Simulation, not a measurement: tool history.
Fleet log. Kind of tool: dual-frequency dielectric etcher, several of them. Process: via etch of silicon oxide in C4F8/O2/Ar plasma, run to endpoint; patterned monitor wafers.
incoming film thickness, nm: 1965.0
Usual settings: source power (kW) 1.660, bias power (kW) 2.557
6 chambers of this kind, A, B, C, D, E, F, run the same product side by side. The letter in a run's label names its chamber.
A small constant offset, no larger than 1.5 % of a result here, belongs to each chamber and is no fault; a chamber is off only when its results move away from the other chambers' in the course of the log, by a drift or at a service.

run   hour  source power (kW)  bias power (kW)  hours since the last wet clean  hours since the last source power generator calibration  hours since the last bias power generator calibration  endpoint time (s)
       0.2  -- chamber C: wet clean of the chamber
 1F    2.4              1.660            2.557                           230.1                                                   2034.0                                                 2887.6             385.90
 2D    6.5              1.660            2.557                           177.9                                                    487.5                                                 2636.0             384.64
 3A    9.7              1.660            2.557                           427.5                                                   1530.2                                                 1558.5             391.26
      10.4  -- chamber A: wet clean of the chamber
 4B   14.4              1.660            2.557                           298.8                                                   2522.5                                                 1132.4             382.15
 5C   18.3              1.660            2.557                            18.1                                                    182.4                                                 1922.0             385.17
 6E   22.0              1.660            2.557                            85.9                                                   1024.6                                                 1293.6             389.49
 7D   25.8              1.660            2.557                           197.2                                                    506.8                                                 2655.3             385.03
 8A   28.5              1.660            2.557                            18.2                                                   1549.0                                                 1577.3             391.55
 9F   32.4              1.660            2.557                           260.1                                                   2064.0                                                 2917.6             385.32
10C   36.5              1.660            2.557                            36.3                                                    200.6                                                 1940.2             384.93
11E   40.0              1.340            2.185                           103.9                                                   1042.6                                                 1311.6             440.86
12B   42.3              1.340            2.185                           326.7                                                   2550.4                                                 1160.3             443.20
13F   44.6              1.340            2.185                           272.3                                                   2076.2                                                 2929.8             443.71
14C   47.5              1.340            2.185                            47.3                                                    211.6                                                 1951.2             446.97
15A   50.8              1.340            2.185                            40.5                                                   1571.3                                                 1599.6             448.52
16B   53.1              1.340            2.185                           337.5                                                   2561.2                                                 1171.1             440.25
      54.8  -- chamber B: source power generator calibrated
17E   56.8              1.660            2.557                           120.7                                                   1059.4                                                 1328.4             388.55
18D   60.9              1.660            2.557                           232.3                                                    541.9                                                 2690.4             383.85
19B   64.9              1.660            2.557                           349.3                                                     10.1                                                 1182.9             385.88
20C   69.4              1.660            2.557                            69.2                                                    233.5                                                 1973.1             392.22
21A   73.2              1.660            2.557                            62.9                                                   1593.7                                                 1622.0             388.49
22F   75.5              1.660            2.557                           303.2                                                   2107.1                                                 2960.7             388.57
23D   78.6              1.660            2.557                           250.0                                                    559.6                                                 2708.1             387.35
24E   81.3              1.660            2.557                           145.2                                                   1083.9                                                 1352.9             388.23
25E   85.5              1.660            2.557                           149.4                                                   1088.1                                                 1357.1             391.14
26F   88.6              1.660            2.557                           316.3                                                   2120.2                                                 2973.8             382.76
27D   90.7              1.660            2.557                           262.1                                                    571.7                                                 2720.2             384.93
28C   93.2              1.660            2.557                            93.0                                                    257.3                                                 1996.9             387.53
29B   97.0              1.660            2.270                           381.4                                                     42.2                                                 1215.0             399.43
30A  100.3              1.660            2.270                            90.0                                                   1620.8                                                 1649.1             397.54
31B  104.6              1.660            2.270                           389.0                                                     49.8                                                 1222.6             407.76
32E  109.2              1.660            2.270                           173.1                                                   1111.8                                                 1380.8             401.97
33C  112.8              1.660            2.270                           112.6                                                    276.9                                                 2016.5             405.28
34A  116.8              1.660            2.270                           106.5                                                   1637.3                                                 1665.6             408.73
35F  120.3              1.660            2.557                           348.0                                                   2151.9                                                 3005.5             386.18
36D  123.2              1.660            2.557                           294.6                                                    604.2                                                 2752.7             383.59
37C  125.8              1.660            2.557                           125.6                                                    289.9                                                 2029.5             390.17
38D  129.3              1.660            2.557                           300.7                                                    610.3                                                 2758.8             380.07
39F  133.0              1.660            2.557                           360.7                                                   2164.6                                                 3018.2             382.32
40B  137.0              1.660            2.557                           421.4                                                     82.2                                                 1255.0             381.62
41A  141.0              1.660            2.557                           130.7                                                   1661.5                                                 1689.8             392.31
42E  145.3              1.660            2.557                           209.2                                                   1147.9                                                 1416.9             384.50
43E  149.3              1.660            2.557                           213.2                                                   1151.9                                                 1420.9             389.25

Next, all 6 chambers run the settings below, one line each with question marks for the results. What does each chamber give?
44A  152.6              1.660            3.181                                                                                                                                                                  ?
44B  152.6              1.660            3.181                                                                                                                                                                  ?
44C  152.6              1.660            3.181                                                                                                                                                                  ?
44D  152.6              1.660            3.181                                                                                                                                                                  ?
44E  152.6              1.660            3.181                                                                                                                                                                  ?
44F  152.6              1.660            3.181                                                                                                                                                                  ?

run  endpoint time (s)
44A             364.62
44B             358.29
44C             362.55
44D             359.83
44E             356.89
44F             361.91
